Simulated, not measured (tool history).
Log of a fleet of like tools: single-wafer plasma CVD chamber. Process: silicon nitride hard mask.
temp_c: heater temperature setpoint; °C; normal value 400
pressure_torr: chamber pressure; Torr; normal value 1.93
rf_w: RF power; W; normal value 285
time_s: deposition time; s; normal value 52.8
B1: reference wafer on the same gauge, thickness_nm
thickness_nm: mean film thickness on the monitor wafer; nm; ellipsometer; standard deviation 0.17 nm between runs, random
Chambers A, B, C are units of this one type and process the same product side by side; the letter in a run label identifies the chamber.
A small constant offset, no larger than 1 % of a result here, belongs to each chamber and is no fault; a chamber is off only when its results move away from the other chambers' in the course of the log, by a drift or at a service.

{"run": "1C", "hour": 4.6, "temp_c": 400, "pressure_torr": 1.93, "rf_w": 285, "time_s": 52.8, "B1": 55.111, "thickness_nm": 61.832}
{"run": "2B", "hour": 14.5, "temp_c": 400, "pressure_torr": 1.93, "rf_w": 285, "time_s": 52.8, "B1": 55.12, "thickness_nm": 61.333}
{"run": "3A", "hour": 23.9, "temp_c": 400, "pressure_torr": 1.93, "rf_w": 285, "time_s": 52.8, "B1": 55.104, "thickness_nm": 61.949}
{"run": "4C", "hour": 31.0, "temp_c": 400, "pressure_torr": 1.93, "rf_w": 285, "time_s": 52.8, "B1": 55.161, "thickness_nm": 62.089}
{"hour": 36.0, "done": "chamber A: RF generator calibrated"}
{"run": "5B", "hour": 36.2, "temp_c": 400, "pressure_torr": 1.93, "rf_w": 285, "time_s": 52.8, "B1": 55.135, "thickness_nm": 61.472}
{"run": "6A", "hour": 41.5, "temp_c": 400, "pressure_torr": 1.93, "rf_w": 285, "time_s": 52.8, "B1": 55.098, "thickness_nm": 62.05}
{"run": "7C", "hour": 48.0, "temp_c": 400, "pressure_torr": 1.93, "rf_w": 285, "time_s": 52.8, "B1": 55.135, "thickness_nm": 61.78}
{"run": "8B", "hour": 53.7, "temp_c": 400, "pressure_torr": 1.93, "rf_w": 285, "time_s": 52.8, "B1": 55.098, "thickness_nm": 61.656}
{"hour": 62.6, "done": "chamber C: thermocouple changed; heater temperature recalibrated"}
{"run": "9A", "hour": 63.1, "temp_c": 400, "pressure_torr": 1.93, "rf_w": 285, "time_s": 58.3, "B1": 55.108, "thickness_nm": 68.118}
{"run": "10A", "hour": 68.2, "temp_c": 400, "pressure_torr": 1.93, "rf_w": 285, "time_s": 58.3, "B1": 55.125, "thickness_nm": 68.354}
{"run": "11C", "hour": 75.9, "temp_c": 400, "pressure_torr": 1.93, "rf_w": 285, "time_s": 58.3, "B1": 55.121, "thickness_nm": 68.286}
{"run": "12B", "hour": 81.9, "temp_c": 400, "pressure_torr": 1.93, "rf_w": 285, "time_s": 52.8, "B1": 55.126, "thickness_nm": 61.698}
{"run": "13B", "hour": 91.0, "temp_c": 400, "pressure_torr": 1.93, "rf_w": 285, "time_s": 52.8, "B1": 55.101, "thickness_nm": 61.239}
{"run": "14C", "hour": 95.9, "temp_c": 400, "pressure_torr": 1.93, "rf_w": 285, "time_s": 52.8, "B1": 55.145, "thickness_nm": 62.161}
{"run": "15A", "hour": 101.6, "temp_c": 400, "pressure_torr": 1.93, "rf_w": 285, "time_s": 52.8, "B1": 55.129, "thickness_nm": 61.825}
{"run": "16B", "hour": 108.1, "temp_c": 400, "pressure_torr": 1.93, "rf_w": 285, "time_s": 52.8, "B1": 55.101, "thickness_nm": 61.609}
{"run": "17C", "hour": 116.3, "temp_c": 400, "pressure_torr": 1.78, "rf_w": 285, "time_s": 52.8, "B1": 55.114, "thickness_nm": 60.729}
{"run": "18A", "hour": 123.0, "temp_c": 400, "pressure_torr": 1.78, "rf_w": 285, "time_s": 52.8, "B1": 55.121, "thickness_nm": 60.588}
{"run": "19C", "hour": 130.4, "temp_c": 400, "pressure_torr": 1.78, "rf_w": 285, "time_s": 52.8, "B1": 55.103, "thickness_nm": 60.504}
{"run": "20A", "hour": 136.1, "temp_c": 400, "pressure_torr": 1.93, "rf_w": 285, "time_s": 52.8, "B1": 55.087, "thickness_nm": 62.114}
{"run": "21B", "hour": 143.0, "temp_c": 400, "pressure_torr": 1.93, "rf_w": 285, "time_s": 52.8, "B1": 55.096, "thickness_nm": 61.79}

Read the log: is a single chamber off, either drifting away or since a service, is the gauge that measures every chamber drifting, or is nothing wrong beyond small per-chamber offsets? Name any odd chamber and what most likely caused it.

Neither any chamber nor the gauge drifts; the chambers differ only by their own small, steady offsets.
